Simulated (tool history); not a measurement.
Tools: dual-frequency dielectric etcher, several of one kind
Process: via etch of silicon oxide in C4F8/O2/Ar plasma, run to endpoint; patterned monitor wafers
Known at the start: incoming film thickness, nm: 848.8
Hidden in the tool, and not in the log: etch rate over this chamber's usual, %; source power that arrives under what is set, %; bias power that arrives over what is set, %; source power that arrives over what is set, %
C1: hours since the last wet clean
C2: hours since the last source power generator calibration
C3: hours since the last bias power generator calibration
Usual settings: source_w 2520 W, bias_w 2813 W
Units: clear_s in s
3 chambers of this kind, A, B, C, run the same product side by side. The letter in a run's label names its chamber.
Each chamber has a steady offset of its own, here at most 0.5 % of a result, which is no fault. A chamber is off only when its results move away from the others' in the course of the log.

{"run": "1A", "day": 0.575, "source_w": 2520, "bias_w": 2813, "C1": 169.3, "C2": 1239.2, "C3": 50.1, "clear_s": 136.6}
{"run": "2C", "day": 1.188, "source_w": 2520, "bias_w": 2813, "C1": 73.0, "C2": 1520.8, "C3": 1893.0, "clear_s": 137.56}
{"run": "3B", "day": 1.533, "source_w": 2520, "bias_w": 2813, "C1": 76.5, "C2": 2333.8, "C3": 3257.6, "clear_s": 137.09}
{"run": "4B", "day": 1.896, "source_w": 2520, "bias_w": 2813, "C1": 85.2, "C2": 2342.5, "C3": 3266.3, "clear_s": 137.4}
{"run": "5A", "day": 2.25, "source_w": 2520, "bias_w": 2813, "C1": 209.5, "C2": 1279.4, "C3": 90.3, "clear_s": 137.6}
{"run": "6C", "day": 2.767, "source_w": 2520, "bias_w": 2813, "C1": 110.9, "C2": 1558.7, "C3": 1930.9, "clear_s": 137.11}
{"day": 2.938, "done": "chamber C: source power generator calibrated"}
{"run": "7B", "day": 3.112, "source_w": 2520, "bias_w": 2813, "C1": 114.4, "C2": 2371.7, "C3": 3295.5, "clear_s": 137.5}
{"run": "8C", "day": 3.742, "source_w": 3070, "bias_w": 2503, "C1": 134.3, "C2": 19.3, "C3": 1954.3, "clear_s": 130.17}
{"run": "9A", "day": 4.267, "source_w": 3070, "bias_w": 2503, "C1": 257.9, "C2": 1327.8, "C3": 138.7, "clear_s": 131.74}
{"run": "10B", "day": 4.658, "source_w": 3070, "bias_w": 2503, "C1": 151.5, "C2": 2408.8, "C3": 3332.6, "clear_s": 132.65}
{"day": 4.988, "done": "chamber B: source power generator calibrated"}
{"run": "11C", "day": 5.071, "source_w": 2520, "bias_w": 2813, "C1": 166.2, "C2": 51.2, "C3": 1986.2, "clear_s": 136.92}
{"run": "12A", "day": 5.538, "source_w": 2520, "bias_w": 2813, "C1": 288.4, "C2": 1358.3, "C3": 169.2, "clear_s": 139.94}
{"run": "13A", "day": 6.0, "source_w": 2520, "bias_w": 2813, "C1": 299.5, "C2": 1369.4, "C3": 180.3, "clear_s": 136.44}
{"run": "14C", "day": 6.392, "source_w": 2520, "bias_w": 2813, "C1": 197.9, "C2": 82.9, "C3": 2017.9, "clear_s": 136.43}
{"run": "15B", "day": 6.721, "source_w": 2920, "bias_w": 3323, "C1": 201.0, "C2": 41.7, "C3": 3382.1, "clear_s": 122.92}
{"run": "16B", "day": 7.125, "source_w": 2920, "bias_w": 3323, "C1": 210.7, "C2": 51.4, "C3": 3391.8, "clear_s": 122.34}
{"run": "17A", "day": 7.775, "source_w": 2920, "bias_w": 3323, "C1": 342.1, "C2": 1412.0, "C3": 222.9, "clear_s": 124.08}
{"run": "18C", "day": 8.138, "source_w": 2520, "bias_w": 2813, "C1": 239.8, "C2": 124.8, "C3": 2059.8, "clear_s": 137.2}
{"run": "19A", "day": 8.758, "source_w": 2520, "bias_w": 2813, "C1": 365.7, "C2": 1435.6, "C3": 246.5, "clear_s": 135.31}
{"run": "20B", "day": 9.279, "source_w": 2520, "bias_w": 3079, "C1": 262.4, "C2": 103.1, "C3": 3443.5, "clear_s": 134.57}
{"day": 9.617, "done": "chamber A: wet clean of the chamber"}
{"run": "21C", "day": 9.833, "source_w": 2520, "bias_w": 3079, "C1": 280.5, "C2": 165.5, "C3": 2100.5, "clear_s": 135.46}
{"run": "22B", "day": 10.404, "source_w": 2520, "bias_w": 3079, "C1": 289.4, "C2": 130.1, "C3": 3470.5, "clear_s": 133.29}
{"run": "23A", "day": 10.708, "source_w": 2520, "bias_w": 2813, "C1": 26.3, "C2": 1482.4, "C3": 293.3, "clear_s": 140.39}
{"run": "24C", "day": 11.342, "source_w": 2520, "bias_w": 2813, "C1": 316.7, "C2": 201.7, "C3": 2136.7, "clear_s": 137.76}
{"run": "25A", "day": 11.825, "source_w": 2520, "bias_w": 3170, "C1": 53.1, "C2": 1509.2, "C3": 320.1, "clear_s": 133.2}
{"run": "26C", "day": 12.212, "source_w": 2520, "bias_w": 3170, "C1": 337.6, "C2": 222.6, "C3": 2157.6, "clear_s": 132.84}
{"run": "27B", "day": 12.8, "source_w": 2520, "bias_w": 3170, "C1": 346.9, "C2": 187.6, "C3": 3528.0, "clear_s": 132.71}
{"run": "28C", "day": 13.396, "source_w": 2520, "bias_w": 2813, "C1": 366.0, "C2": 251.0, "C3": 2186.0, "clear_s": 137.1}
{"run": "29B", "day": 13.921, "source_w": 2520, "bias_w": 2813, "C1": 373.8, "C2": 214.5, "C3": 3554.9, "clear_s": 137.21}
{"day": 14.342, "done": "chamber C: wet clean of the chamber"}
{"run": "30A", "day": 14.558, "source_w": 2520, "bias_w": 2813, "C1": 118.7, "C2": 1574.8, "C3": 385.7, "clear_s": 137.48}
{"run": "31B", "day": 15.171, "source_w": 2520, "bias_w": 2813, "C1": 403.8, "C2": 244.5, "C3": 3584.9, "clear_s": 137.75}
{"run": "32C", "day": 15.825, "source_w": 2520, "bias_w": 2813, "C1": 35.7, "C2": 309.3, "C3": 2244.3, "clear_s": 137.31}
{"run": "33A", "day": 16.483, "source_w": 2520, "bias_w": 2813, "C1": 164.9, "C2": 1621.0, "C3": 431.9, "clear_s": 139.62}

Next, every chamber runs the same settings. What will each give?
{"run": "34A", "day": 16.971, "source_w": 2520, "bias_w": 2562, "clear_s": "?"}
{"run": "34B", "day": 16.971, "source_w": 2520, "bias_w": 2562, "clear_s": "?"}
{"run": "34C", "day": 16.971, "source_w": 2520, "bias_w": 2562, "clear_s": "?"}

run=34A clear_s=143.15
run=34B clear_s=141.64
run=34C clear_s=142.02
